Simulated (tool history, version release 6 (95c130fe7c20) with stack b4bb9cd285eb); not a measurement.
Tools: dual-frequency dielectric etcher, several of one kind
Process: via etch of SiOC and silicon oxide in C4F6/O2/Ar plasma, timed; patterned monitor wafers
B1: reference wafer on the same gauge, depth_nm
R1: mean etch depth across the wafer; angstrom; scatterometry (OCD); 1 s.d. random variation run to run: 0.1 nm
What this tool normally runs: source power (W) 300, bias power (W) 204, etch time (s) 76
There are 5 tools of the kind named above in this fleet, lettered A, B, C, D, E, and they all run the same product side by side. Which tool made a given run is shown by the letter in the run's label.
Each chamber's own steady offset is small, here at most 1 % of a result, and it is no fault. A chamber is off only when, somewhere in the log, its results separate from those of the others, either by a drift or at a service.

run 1C day=0.429 | source_power_(W)=300 bias_power_(W)=204 etch_time_(s)=76 | B1=94.486 | R1=799.36
run 2E day=0.983 | source_power_(W)=300 bias_power_(W)=204 etch_time_(s)=76 | B1=94.467 | R1=803.56
run 3D day=1.417 | source_power_(W)=300 bias_power_(W)=204 etch_time_(s)=76 | B1=94.468 | R1=800.66
run 4B day=1.808 | source_power_(W)=300 bias_power_(W)=204 etch_time_(s)=76 | B1=94.444 | R1=807.42
run 5A day=2.304 | source_power_(W)=300 bias_power_(W)=204 etch_time_(s)=76 | B1=94.442 | R1=795.97
run 6B day=2.808 | source_power_(W)=370 bias_power_(W)=204 etch_time_(s)=76 | B1=94.431 | R1=874.47
run 7E day=3.092 | source_power_(W)=370 bias_power_(W)=204 etch_time_(s)=76 | B1=94.403 | R1=872.38
run 8D day=3.521 | source_power_(W)=370 bias_power_(W)=204 etch_time_(s)=76 | B1=94.419 | R1=867.26
run 9A day=3.879 | source_power_(W)=370 bias_power_(W)=204 etch_time_(s)=76 | B1=94.381 | R1=860.57
-- day=4.175 chamber A: wet clean of the chamber
run 10C day=4.288 | source_power_(W)=370 bias_power_(W)=204 etch_time_(s)=76 | B1=94.329 | R1=866.31
run 11B day=4.562 | source_power_(W)=300 bias_power_(W)=204 etch_time_(s)=76 | B1=94.381 | R1=806.38
-- day=4.758 chamber C: bias power generator calibrated
run 12D day=5.142 | source_power_(W)=300 bias_power_(W)=204 etch_time_(s)=76 | B1=94.352 | R1=798.43
run 13C day=5.671 | source_power_(W)=300 bias_power_(W)=204 etch_time_(s)=76 | B1=94.314 | R1=797.9
run 14A day=6.271 | source_power_(W)=300 bias_power_(W)=223 etch_time_(s)=53.5 | B1=94.274 | R1=577.21
run 15E day=6.554 | source_power_(W)=300 bias_power_(W)=223 etch_time_(s)=53.5 | B1=94.339 | R1=582.95
run 16B day=7.017 | source_power_(W)=300 bias_power_(W)=223 etch_time_(s)=53.5 | B1=94.289 | R1=584.89
-- day=7.121 chamber B: wet clean of the chamber
run 17D day=7.279 | source_power_(W)=300 bias_power_(W)=223 etch_time_(s)=53.5 | B1=94.277 | R1=579.82
run 18C day=7.683 | source_power_(W)=300 bias_power_(W)=223 etch_time_(s)=53.5 | B1=94.251 | R1=578.8
run 19A day=8.271 | source_power_(W)=300 bias_power_(W)=204 etch_time_(s)=76 | B1=94.25 | R1=793.48
-- day=8.675 chamber D: wet clean of the chamber
run 20E day=8.833 | source_power_(W)=330 bias_power_(W)=204 etch_time_(s)=76 | B1=94.261 | R1=834.69
run 21A day=9.138 | source_power_(W)=330 bias_power_(W)=204 etch_time_(s)=76 | B1=94.213 | R1=823.33
run 22C day=9.621 | source_power_(W)=330 bias_power_(W)=204 etch_time_(s)=76 | B1=94.242 | R1=827.9
run 23E day=10.146 | source_power_(W)=330 bias_power_(W)=204 etch_time_(s)=76 | B1=94.199 | R1=833.3
-- day=10.717 chamber C: wet clean of the chamber
run 24B day=10.754 | source_power_(W)=330 bias_power_(W)=204 etch_time_(s)=76 | B1=94.171 | R1=837.44
run 25D day=11.221 | source_power_(W)=300 bias_power_(W)=204 etch_time_(s)=76 | B1=94.2 | R1=797.27
run 26E day=11.608 | source_power_(W)=330 bias_power_(W)=204 etch_time_(s)=60 | B1=94.165 | R1=658.39
-- day=11.788 chamber E: bias power generator calibrated
run 27D day=12.15 | source_power_(W)=330 bias_power_(W)=204 etch_time_(s)=60 | B1=94.138 | R1=655.39
run 28B day=12.721 | source_power_(W)=330 bias_power_(W)=204 etch_time_(s)=60 | B1=94.111 | R1=659.3
run 29A day=13.012 | source_power_(W)=330 bias_power_(W)=204 etch_time_(s)=60 | B1=94.126 | R1=650.87
run 30C day=13.512 | source_power_(W)=330 bias_power_(W)=204 etch_time_(s)=60 | B1=94.106 | R1=651.91
run 31D day=14.096 | source_power_(W)=300 bias_power_(W)=204 etch_time_(s)=76 | B1=94.097 | R1=797.4
run 32E day=14.612 | source_power_(W)=300 bias_power_(W)=175 etch_time_(s)=76 | B1=94.066 | R1=761.46
run 33C day=15.092 | source_power_(W)=300 bias_power_(W)=175 etch_time_(s)=76 | B1=94.042 | R1=754.83
run 34B day=15.579 | source_power_(W)=300 bias_power_(W)=175 etch_time_(s)=76 | B1=94.038 | R1=762.64
run 35A day=16.054 | source_power_(W)=300 bias_power_(W)=175 etch_time_(s)=76 | B1=94.02 | R1=751.29

Each of the 5 chambers runs these same settings next. Fill in every chamber's results:
run 36A day=16.492 | source_power_(W)=300 bias_power_(W)=204 etch_time_(s)=76 | R1=?
run 36B day=16.492 | source_power_(W)=300 bias_power_(W)=204 etch_time_(s)=76 | R1=?
run 36C day=16.492 | source_power_(W)=300 bias_power_(W)=204 etch_time_(s)=76 | R1=?
run 36D day=16.492 | source_power_(W)=300 bias_power_(W)=204 etch_time_(s)=76 | R1=?
run 36E day=16.492 | source_power_(W)=300 bias_power_(W)=204 etch_time_(s)=76 | R1=?

run=36A R1=791.04
run=36B R1=804.14
run=36C R1=793.7
run=36D R1=796.04
run=36E R1=799.81
